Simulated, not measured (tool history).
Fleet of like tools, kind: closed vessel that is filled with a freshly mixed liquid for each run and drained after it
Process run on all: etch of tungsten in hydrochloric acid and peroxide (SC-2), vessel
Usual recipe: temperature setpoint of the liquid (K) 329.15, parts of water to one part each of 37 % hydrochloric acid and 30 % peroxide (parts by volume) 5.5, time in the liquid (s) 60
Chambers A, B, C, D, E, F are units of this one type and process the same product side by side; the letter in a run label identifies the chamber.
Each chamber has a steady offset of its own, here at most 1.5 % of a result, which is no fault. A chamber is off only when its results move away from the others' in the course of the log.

| run | hour | temperature setpoint of the liquid (K) | parts of water to one part each of 37 % hydrochloric acid and 30 % peroxide (parts by volume) | time in the liquid (s) | hours since the thermometer was replaced | hours since the chemicals flow meter was replaced | hours since the drum of peroxide was connected | read-back film thickness of the tungsten reference wafer, read on the same gauge (nm) | thickness taken off the tungsten on a monitor wafer (angstrom) |
|---|---|---|---|---|---|---|---|---|---|
| 1A | 9.3 | 329.15 | 5.5 | 60 | 492.0 | 1022.7 | 87.3 | 140.01 | 163.44 |
| 2F | 18.4 | 329.15 | 5.5 | 60 | 850.7 | 187.7 | 424.5 | 140.00 | 161.74 |
| 3E | 26.0 | 329.15 | 5.5 | 60 | 1888.0 | 1195.4 | 508.5 | 139.98 | 163.10 |
| 4D | 31.0 | 329.15 | 5.5 | 60 | 352.9 | 878.2 | 748.5 | 139.95 | 161.70 |
| 5B | 39.2 | 329.15 | 5.5 | 60 | 432.8 | 1303.6 | 681.4 | 140.00 | 162.86 |
| 6C | 43.4 | 324.65 | 5.5 | 60 | 945.0 | 179.2 | 54.8 | 140.05 | 122.35 |
| 7D | 51.6 | 324.65 | 5.5 | 60 | 373.5 | 898.8 | 769.1 | 139.99 | 120.12 |
| 8F | 58.9 | 324.65 | 5.5 | 60 | 891.2 | 228.2 | 465.0 | 140.03 | 123.03 |
|  | 63.3 | chamber D: new drum of peroxide connected |
| 9C | 64.8 | 324.65 | 5.5 | 60 | 966.4 | 200.6 | 76.2 | 140.02 | 121.78 |
| 10E | 72.5 | 324.65 | 5.5 | 60 | 1934.5 | 1241.9 | 555.0 | 139.95 | 120.35 |
| 11B | 78.2 | 324.65 | 5.5 | 60 | 471.8 | 1342.6 | 720.4 | 139.99 | 121.15 |
| 12A | 84.1 | 329.15 | 5.5 | 60 | 566.8 | 1097.5 | 162.1 | 140.00 | 164.45 |
| 13D | 90.5 | 329.15 | 5.5 | 60 | 412.4 | 937.7 | 27.3 | 140.02 | 162.13 |
| 14E | 96.1 | 329.15 | 5.5 | 60 | 1958.1 | 1265.5 | 578.6 | 140.01 | 162.09 |
| 15B | 103.6 | 329.15 | 5.5 | 60 | 497.2 | 1368.0 | 745.8 | 140.02 | 163.48 |
| 16C | 110.5 | 329.15 | 5.5 | 60 | 1012.1 | 246.3 | 121.9 | 139.99 | 161.78 |
| 17F | 119.8 | 329.15 | 5.5 | 60 | 952.1 | 289.1 | 525.9 | 139.96 | 158.41 |
| 18A | 127.5 | 329.15 | 5.5 | 60 | 610.2 | 1140.9 | 205.5 | 140.00 | 162.36 |
| 19A | 132.6 | 337.65 | 5.5 | 60 | 615.3 | 1146.0 | 210.6 | 140.00 | 282.41 |
| 20C | 136.8 | 337.65 | 5.5 | 60 | 1038.4 | 272.6 | 148.2 | 139.94 | 275.29 |
| 21E | 141.7 | 337.65 | 5.5 | 60 | 2003.7 | 1311.1 | 624.2 | 139.97 | 282.43 |
| 22D | 147.1 | 337.65 | 5.5 | 60 | 469.0 | 994.3 | 83.9 | 140.00 | 277.08 |
| 23B | 154.2 | 337.65 | 5.5 | 60 | 547.8 | 1418.6 | 796.4 | 140.03 | 276.43 |
| 24F | 159.5 | 337.65 | 5.5 | 60 | 991.8 | 328.8 | 565.6 | 140.00 | 266.06 |
| 25D | 166.0 | 335.15 | 7.5 | 60 | 487.9 | 1013.2 | 102.8 | 140.05 | 186.69 |
| 26B | 175.1 | 335.15 | 7.5 | 60 | 568.7 | 1439.5 | 817.3 | 140.01 | 187.20 |
|  | 177.9 | chamber F: new drum of peroxide connected |
| 27C | 183.0 | 335.15 | 7.5 | 60 | 1084.6 | 318.8 | 194.4 | 139.98 | 190.01 |
| 28E | 192.0 | 335.15 | 7.5 | 60 | 2054.0 | 1361.4 | 674.5 | 139.96 | 188.85 |
| 29F | 201.5 | 335.15 | 7.5 | 60 | 1033.8 | 370.8 | 23.7 | 140.01 | 176.74 |
| 30A | 205.9 | 335.15 | 7.5 | 60 | 688.6 | 1219.3 | 283.9 | 140.04 | 187.34 |
| 31C | 211.5 | 329.15 | 5.5 | 60 | 1113.1 | 347.3 | 222.9 | 140.01 | 160.87 |
| 32D | 216.9 | 329.15 | 5.5 | 60 | 538.8 | 1064.1 | 153.7 | 140.02 | 162.49 |
| 33B | 224.8 | 329.15 | 5.5 | 60 | 618.4 | 1489.2 | 867.0 | 139.99 | 162.26 |
| 34E | 230.3 | 329.15 | 5.5 | 60 | 2092.3 | 1399.7 | 712.8 | 140.01 | 163.73 |
| 35A | 237.8 | 329.15 | 5.5 | 90 | 720.5 | 1251.2 | 315.8 | 139.94 | 247.77 |
| 36F | 247.0 | 329.15 | 5.5 | 90 | 1079.3 | 416.3 | 69.2 | 139.99 | 223.59 |
| 37C | 253.9 | 329.15 | 5.5 | 90 | 1155.5 | 389.7 | 265.3 | 140.05 | 241.26 |
| 38B | 263.3 | 329.15 | 5.5 | 90 | 656.9 | 1527.7 | 905.5 | 140.04 | 241.98 |
|  | 266.3 | chamber F: chemicals flow meter replaced |
| 39E | 268.1 | 329.15 | 5.5 | 90 | 2130.1 | 1437.5 | 750.6 | 140.00 | 243.10 |
| 40A | 272.7 | 329.15 | 5.5 | 90 | 755.4 | 1286.1 | 350.7 | 139.96 | 244.92 |
| 41F | 279.6 | 329.15 | 5.5 | 60 | 1111.9 | 13.4 | 101.8 | 139.94 | 148.35 |
| 42D | 285.0 | 329.15 | 5.5 | 60 | 606.9 | 1132.2 | 221.8 | 140.02 | 159.79 |
| 43C | 290.0 | 329.15 | 5.5 | 60 | 1191.6 | 425.8 | 301.4 | 140.04 | 160.46 |
| 44B | 294.3 | 329.15 | 8.0 | 60 | 687.9 | 1558.7 | 936.5 | 140.00 | 120.85 |

Which is it: a chamber that has drifted or been left off by a service, a gauge drift common to all chambers, or only each chamber's usual small offset? If a chamber is off, name it and its likeliest cause.

Little by little, chamber F moves away from the other chambers.
Cause: liquid colder than its thermometer reads (K) = 1.75.

Here are 4 candidates for chamber F's next run, each the usual settings with a change, their results left as question marks. Which one brings its results back in line with what the others give on the usual settings?
In-line tolerance around the mean of the other chambers on the usual settings: thickness taken off the tungsten on a monitor wafer (angstrom) 5.00
| 45F-1 | 301.2 | 330.65 | 5.5 | 60 |  |  |  |  | ? |
| 45F-2 | 301.2 | 327.65 | 5.5 | 60 |  |  |  |  | ? |
| 45F-3 | 301.2 | 329.15 | 5.5 | 70 |  |  |  |  | ? |
| 45F-4 | 301.2 | 326.65 | 5.5 | 60 |  |  |  |  | ? |

Average result of the remaining chambers running the usual settings: thickness taken off the tungsten on a monitor wafer (angstrom) 162.22
| run | thickness taken off the tungsten on a monitor wafer (angstrom) |
|---|---|
| 45F-1 | 160.16 |
| 45F-2 | 132.06 |
| 45F-3 | 169.69 |
| 45F-4 | 123.74 |
45F-1 brings the chamber back in line.
